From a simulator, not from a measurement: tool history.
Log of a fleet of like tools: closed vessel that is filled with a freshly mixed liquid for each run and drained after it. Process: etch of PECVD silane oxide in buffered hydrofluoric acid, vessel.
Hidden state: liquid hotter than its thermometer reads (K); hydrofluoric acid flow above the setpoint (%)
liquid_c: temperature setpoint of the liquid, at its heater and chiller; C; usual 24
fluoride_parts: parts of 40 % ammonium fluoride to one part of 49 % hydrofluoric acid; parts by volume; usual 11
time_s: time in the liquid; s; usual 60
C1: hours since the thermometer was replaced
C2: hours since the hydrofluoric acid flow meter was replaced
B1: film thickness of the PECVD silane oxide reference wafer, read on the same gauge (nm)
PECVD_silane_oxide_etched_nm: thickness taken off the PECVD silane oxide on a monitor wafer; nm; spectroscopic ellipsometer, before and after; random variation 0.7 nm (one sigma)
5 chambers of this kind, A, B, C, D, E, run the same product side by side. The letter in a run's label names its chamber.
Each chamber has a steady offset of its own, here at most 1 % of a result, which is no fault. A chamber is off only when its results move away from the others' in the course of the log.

Run 1D, hour 4.9: usual settings; C1 760.5; C2 936.6; B1 90.005. Result: PECVD_silane_oxide_etched_nm 82.414 nm.
Run 2E, hour 9.1: usual settings; C1 2018.7; C2 1669.5; B1 90.03. Result: PECVD_silane_oxide_etched_nm 83.79 nm.
Run 3C, hour 11.5: usual settings; C1 571; C2 809.1; B1 90.019. Result: PECVD_silane_oxide_etched_nm 85.031 nm.
At hour 13: chamber A: hydrofluoric acid flow meter replaced.
Run 4B, hour 14.6: usual settings; C1 235.1; C2 151.5; B1 90.015. Result: PECVD_silane_oxide_etched_nm 82.62 nm.
Run 5A, hour 18.4: usual settings; C1 1345.1; C2 5.4; B1 89.984. Result: PECVD_silane_oxide_etched_nm 83.251 nm.
Run 6B, hour 23.5: usual settings but liquid_c 26.5 C, time_s 75 s; C1 244; C2 160.4; B1 89.989. Result: PECVD_silane_oxide_etched_nm 121.53 nm.
Run 7E, hour 27: usual settings but liquid_c 26.5 C, time_s 75 s; C1 2036.6; C2 1687.4; B1 89.991. Result: PECVD_silane_oxide_etched_nm 118.5 nm.
Run 8D, hour 29.6: usual settings but liquid_c 26.5 C, time_s 75 s; C1 785.2; C2 961.3; B1 89.985. Result: PECVD_silane_oxide_etched_nm 121.45 nm.
Run 9C, hour 33.6: usual settings but liquid_c 26.5 C, time_s 75 s; C1 593.1; C2 831.2; B1 89.991. Result: PECVD_silane_oxide_etched_nm 117.85 nm.
Run 10A, hour 38.6: usual settings but liquid_c 26.5 C, time_s 75 s; C1 1365.3; C2 25.6; B1 90.004. Result: PECVD_silane_oxide_etched_nm 121.16 nm.
Run 11B, hour 41.3: usual settings; C1 261.8; C2 178.2; B1 90. Result: PECVD_silane_oxide_etched_nm 83.716 nm.
Run 12E, hour 44: usual settings but liquid_c 27.5 C; C1 2053.6; C2 1704.4; B1 89.986. Result: PECVD_silane_oxide_etched_nm 100.57 nm.
Run 13C, hour 48.2: usual settings but liquid_c 27.5 C; C1 607.7; C2 845.8; B1 89.981. Result: PECVD_silane_oxide_etched_nm 102.83 nm.
Run 14D, hour 50.8: usual settings but liquid_c 27.5 C; C1 806.4; C2 982.5; B1 90.013. Result: PECVD_silane_oxide_etched_nm 101.95 nm.
Run 15A, hour 53.9: usual settings but liquid_c 27.5 C; C1 1380.6; C2 40.9; B1 89.978. Result: PECVD_silane_oxide_etched_nm 101 nm.
Run 16E, hour 56.9: usual settings but liquid_c 27.5 C; C1 2066.5; C2 1717.3; B1 90.003. Result: PECVD_silane_oxide_etched_nm 102.68 nm.
Run 17B, hour 61.1: usual settings; C1 281.6; C2 198; B1 89.998. Result: PECVD_silane_oxide_etched_nm 84.225 nm.
Run 18A, hour 65.7: usual settings; C1 1392.4; C2 52.7; B1 90.022. Result: PECVD_silane_oxide_etched_nm 83.788 nm.
Run 19C, hour 68.5: usual settings; C1 628; C2 866.1; B1 89.98. Result: PECVD_silane_oxide_etched_nm 84.258 nm.
Run 20D, hour 71.8: usual settings; C1 827.4; C2 1003.5; B1 90.002. Result: PECVD_silane_oxide_etched_nm 84.016 nm.
Run 21C, hour 76.7: usual settings; C1 636.2; C2 874.3; B1 89.995. Result: PECVD_silane_oxide_etched_nm 82.755 nm.
Run 22B, hour 80.3: usual settings; C1 300.8; C2 217.2; B1 89.985. Result: PECVD_silane_oxide_etched_nm 83.463 nm.
Run 23A, hour 85.1: usual settings; C1 1411.8; C2 72.1; B1 89.993. Result: PECVD_silane_oxide_etched_nm 83.008 nm.
Run 24E, hour 87.8: usual settings; C1 2097.4; C2 1748.2; B1 89.997. Result: PECVD_silane_oxide_etched_nm 85.551 nm.
At hour 91.2: chamber D: hydrofluoric acid flow meter replaced.
Run 25D, hour 93.1: usual settings; C1 848.7; C2 2; B1 89.991. Result: PECVD_silane_oxide_etched_nm 82.643 nm.
Run 26A, hour 95.8: usual settings; C1 1422.5; C2 82.8; B1 89.98. Result: PECVD_silane_oxide_etched_nm 83.5 nm.
Run 27E, hour 101: usual settings; C1 2110.6; C2 1761.4; B1 90.011. Result: PECVD_silane_oxide_etched_nm 88.675 nm.
Run 28D, hour 105.9: usual settings but liquid_c 21.5 C, fluoride_parts 13 parts by volume; C1 861.5; C2 14.8; B1 89.981. Result: PECVD_silane_oxide_etched_nm 62.069 nm.
Run 29B, hour 110.3: usual settings but liquid_c 21.5 C, fluoride_parts 13 parts by volume; C1 330.8; C2 247.2; B1 90.005. Result: PECVD_silane_oxide_etched_nm 61.333 nm.
Run 30C, hour 115.5: usual settings but liquid_c 21.5 C, fluoride_parts 13 parts by volume; C1 675; C2 913.1; B1 90.02. Result: PECVD_silane_oxide_etched_nm 61.804 nm.
Run 31B, hour 118.5: usual settings but liquid_c 21.5 C, fluoride_parts 13 parts by volume; C1 339; C2 255.4; B1 90. Result: PECVD_silane_oxide_etched_nm 62.06 nm.
Run 32A, hour 122: usual settings but liquid_c 21.5 C, fluoride_parts 13 parts by volume; C1 1448.7; C2 109; B1 89.983. Result: PECVD_silane_oxide_etched_nm 61.823 nm.
Run 33D, hour 125.2: usual settings but time_s 85 s; C1 880.8; C2 34.1; B1 89.984. Result: PECVD_silane_oxide_etched_nm 117.67 nm.
Run 34C, hour 129.3: usual settings but time_s 85 s; C1 688.8; C2 926.9; B1 90.027. Result: PECVD_silane_oxide_etched_nm 120.22 nm.
Run 35E, hour 132.9: usual settings but time_s 85 s; C1 2142.5; C2 1793.3; B1 90.009. Result: PECVD_silane_oxide_etched_nm 128.49 nm.
Run 36C, hour 137.2: usual settings but time_s 85 s; C1 696.7; C2 934.8; B1 89.985. Result: PECVD_silane_oxide_etched_nm 120.12 nm.
Run 37B, hour 142.5: usual settings but time_s 85 s; C1 363; C2 279.4; B1 90.001. Result: PECVD_silane_oxide_etched_nm 119.35 nm.
Run 38D, hour 147.6: usual settings; C1 903.2; C2 56.5; B1 90.008. Result: PECVD_silane_oxide_etched_nm 83.431 nm.
Run 39A, hour 151.4: usual settings but fluoride_parts 12.5 parts by volume, time_s 45 s; C1 1478.1; C2 138.4; B1 90.019. Result: PECVD_silane_oxide_etched_nm 54.853 nm.
Run 40E, hour 156.4: usual settings but fluoride_parts 12.5 parts by volume, time_s 45 s; C1 2166; C2 1816.8; B1 89.992. Result: PECVD_silane_oxide_etched_nm 61.026 nm.
Run 41C, hour 161.5: usual settings but fluoride_parts 12.5 parts by volume, time_s 45 s; C1 721; C2 959.1; B1 89.984. Result: PECVD_silane_oxide_etched_nm 55.672 nm.
Run 42A, hour 166.5: usual settings but fluoride_parts 12.5 parts by volume, time_s 45 s; C1 1493.2; C2 153.5; B1 89.999. Result: PECVD_silane_oxide_etched_nm 55.237 nm.
Run 43D, hour 170.7: usual settings but fluoride_parts 12.5 parts by volume, time_s 45 s; C1 926.3; C2 79.6; B1 90.02. Result: PECVD_silane_oxide_etched_nm 55.435 nm.

What goes on in this fleet: one chamber off, a drifting gauge, or nothing beyond the chambers' own small offsets? Name the chamber and the cause, if any.

Chamber E drifts away from the others.
Cause: liquid hotter than its thermometer reads (K) = 1.96.
The log may not tell that from: hydrofluoric acid flow above the setpoint (%).

Here are 4 candidates for chamber E's next run, each the usual settings with a change, their results left as question marks. Which one brings its results back in line with what the others give on the usual settings?
In line means no further than this from the other chambers' mean on the usual settings: PECVD_silane_oxide_etched_nm 2.5 nm
Run 44E-1, hour 174.5: usual settings but liquid_c 23.5 C, time_s 55 s. Result: PECVD_silane_oxide_etched_nm ?.
Run 44E-2, hour 174.5: usual settings but fluoride_parts 10 parts by volume. Result: PECVD_silane_oxide_etched_nm ?.
Run 44E-3, hour 174.5: usual settings but liquid_c 24.5 C. Result: PECVD_silane_oxide_etched_nm ?.
Run 44E-4, hour 174.5: usual settings but liquid_c 23.5 C. Result: PECVD_silane_oxide_etched_nm ?.

The other chambers' mean on the usual settings: PECVD_silane_oxide_etched_nm 83.689 nm
  run  PECVD_silane_oxide_etched_nm
44E-1                        82.507
44E-2                        101.29
44E-3                        94.936
44E-4                        90.008
44E-1 brings the chamber back in line.
